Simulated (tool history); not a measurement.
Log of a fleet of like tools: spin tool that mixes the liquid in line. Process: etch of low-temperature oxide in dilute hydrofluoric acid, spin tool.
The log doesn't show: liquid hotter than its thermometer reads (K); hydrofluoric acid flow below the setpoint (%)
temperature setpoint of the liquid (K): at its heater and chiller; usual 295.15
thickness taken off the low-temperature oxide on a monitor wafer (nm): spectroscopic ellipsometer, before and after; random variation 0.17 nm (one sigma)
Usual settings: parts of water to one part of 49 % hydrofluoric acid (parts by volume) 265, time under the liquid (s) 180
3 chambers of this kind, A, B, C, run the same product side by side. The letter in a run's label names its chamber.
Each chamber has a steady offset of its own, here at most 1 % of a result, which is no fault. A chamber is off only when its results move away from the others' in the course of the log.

run    day  temperature setpoint of the liquid (K)  parts of water to one part of 49 % hydrofluoric acid (parts by volume)  time under the liquid (s)  hours since the thermometer was replaced  hours since the hydrofluoric acid flow meter was replaced  read-back film thickness of the low-temperature oxide reference wafer, read on the same gauge (nm)  thickness taken off the low-temperature oxide on a monitor wafer (nm)
 1A  0.521                                  295.15                                                                     265                        180                                     211.5                                                      724.0                                                                                              50.005                                                                18.3350
 2C  0.900                                  295.15                                                                     265                        180                                     222.0                                                      277.8                                                                                              49.992                                                                18.4270
 3B  1.167                                  295.15                                                                     265                        180                                     951.7                                                     2166.8                                                                                              50.006                                                                18.4710
 4B  1.446                                  295.15                                                                     265                        180                                     958.4                                                     2173.5                                                                                              50.026                                                                18.5460
 5C  1.762                                  295.15                                                                     265                        180                                     242.7                                                      298.5                                                                                              49.995                                                                18.0600
 6A  2.117                                  295.15                                                                     265                        180                                     249.8                                                      762.3                                                                                              49.984                                                                18.2930
 7C  2.462                                  295.15                                                                     265                        180                                     259.5                                                      315.3                                                                                              49.993                                                                18.5390
 8B  2.808                                  297.65                                                                     265                        180                                     991.1                                                     2206.2                                                                                              50.016                                                                20.3780
 9A  3.125                                  297.65                                                                     265                        180                                     274.0                                                      786.5                                                                                              49.994                                                                20.1930
10C  3.596                                  297.65                                                                     265                        180                                     286.7                                                      342.5                                                                                              50.015                                                                20.2010
11B  4.062                                  292.15                                                                     265                        180                                    1021.2                                                     2236.3                                                                                              49.995                                                                17.0040
12A  4.596                                  292.15                                                                     265                        180                                     309.3                                                      821.8                                                                                              49.994                                                                16.6520
13A  5.038                                  292.15                                                                     265                        180                                     319.9                                                      832.4                                                                                              49.991                                                                16.4960
14C  5.425                                  295.15                                                                     265                        180                                     330.6                                                      386.4                                                                                              50.014                                                                18.4350
15B  5.658                                  295.15                                                                     265                        180                                    1059.5                                                     2274.6                                                                                              50.012                                                                19.2030
16A  5.967                                  295.15                                                                     265                        180                                     342.2                                                      854.7                                                                                              49.982                                                                18.3740
17C  6.462                                  295.15                                                                     265                        180                                     355.5                                                      411.3                                                                                              50.028                                                                18.7160
     6.783  -- chamber A: hydrofluoric acid flow meter replaced
18B  6.946                                  295.15                                                                     265                        180                                    1090.4                                                     2305.5                                                                                              50.006                                                                19.4120
19C  7.338                                  295.15                                                                     265                        180                                     376.5                                                      432.3                                                                                              49.990                                                                18.4790
20A  7.625                                  295.15                                                                     265                        180                                     382.0                                                       20.2                                                                                              49.997                                                                18.7590
21B  7.904                                  295.15                                                                     265                        180                                    1113.4                                                     2328.5                                                                                              50.011                                                                19.6200
22C  8.421                                  295.15                                                                     390                         85                                     402.5                                                      458.3                                                                                              50.001                                                                 5.2138

All 3 chambers run these settings next. Forecast each chamber's results:
23A  8.804                                  295.15                                                                     265                        180                                                                                                                                                                                                                                                                               ?
23B  8.804                                  295.15                                                                     265                        180                                                                                                                                                                                                                                                                               ?
23C  8.804                                  295.15                                                                     265                        180                                                                                                                                                                                                                                                                               ?

run  thickness taken off the low-temperature oxide on a monitor wafer (nm)
23A                                                                18.4910
23B                                                                19.7490
23C                                                                18.3300
